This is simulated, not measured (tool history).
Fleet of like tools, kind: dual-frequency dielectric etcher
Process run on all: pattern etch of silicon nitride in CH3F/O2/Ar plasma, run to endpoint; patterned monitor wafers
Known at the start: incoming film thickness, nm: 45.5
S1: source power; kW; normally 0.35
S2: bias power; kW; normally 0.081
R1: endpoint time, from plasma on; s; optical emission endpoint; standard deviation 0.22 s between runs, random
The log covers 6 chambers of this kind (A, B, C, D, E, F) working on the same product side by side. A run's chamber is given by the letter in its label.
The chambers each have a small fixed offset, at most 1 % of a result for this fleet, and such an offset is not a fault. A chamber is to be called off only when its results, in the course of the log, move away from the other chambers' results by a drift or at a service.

run   hour    S1     S2      R1
 1B    6.9  0.35  0.081  66.209
 2D   12.7  0.35  0.081  66.377
 3E   18.3  0.35  0.081  66.136
 4C   23.9  0.35  0.081  66.848
 5A     31  0.35  0.081   67.01
 6F   38.8  0.35  0.081   66.55
 7F   47.3  0.35  0.081  66.149
 8E   52.8  0.35  0.081  65.921
 9C   64.3  0.35  0.081  66.696
10D   72.9  0.35  0.081   66.61
      79.3  -- chamber A: wet clean of the chamber
11B   83.7  0.35  0.081  66.076
12A   91.2  0.35  0.081  67.276
13C   98.6  0.35  0.081  66.764
     104.9  -- chamber E: wet clean of the chamber
14A  107.7  0.35  0.081  66.916
     112.9  -- chamber F: wet clean of the chamber
15E  116.8  0.35  0.081  66.021
     122.2  -- chamber D: bias power generator calibrated
16F  124.4  0.35  0.081  66.836
17D  129.5  0.35  0.081   66.56
18B  139.6  0.35  0.081  66.058
19F  149.4  0.35  0.081   66.65
20A  158.7  0.35  0.081  67.021
21D  163.9  0.35  0.081  66.802
22B    172  0.35  0.081  66.233
23E  177.5  0.35  0.081  66.092
24C  185.4  0.35  0.081  66.835
25B  196.3  0.35  0.081  65.933
26C  203.1  0.35  0.081  66.865
     208.7  -- chamber D: wet clean of the chamber
27E  212.6  0.35  0.081  65.721
28D  222.7  0.35  0.081  66.576
29A  229.8  0.35  0.081  66.981
30F  240.6  0.35  0.081  66.993
31D  248.7  0.35  0.081  66.367
32B  257.2  0.35  0.081  66.385
33A  264.5  0.35  0.081  67.017
34E  271.4  0.35  0.081  66.172
35F  281.6  0.35  0.081  66.977
36C  290.2  0.35  0.081   66.82
37E  301.1  0.35  0.091    63.6
38F  308.8  0.35  0.091  63.934
39D  320.1  0.35  0.091  63.642

Predict what each chamber gives when all 6 of them run the settings below next.
40A  328.4  0.35  0.097   ?
40B  328.4  0.35  0.097   ?
40C  328.4  0.35  0.097   ?
40D  328.4  0.35  0.097   ?
40E  328.4  0.35  0.097   ?
40F  328.4  0.35  0.097   ?

run      R1
40A  62.548
40B  61.687
40C  62.703
40D  62.278
40E   61.71
40F  62.439
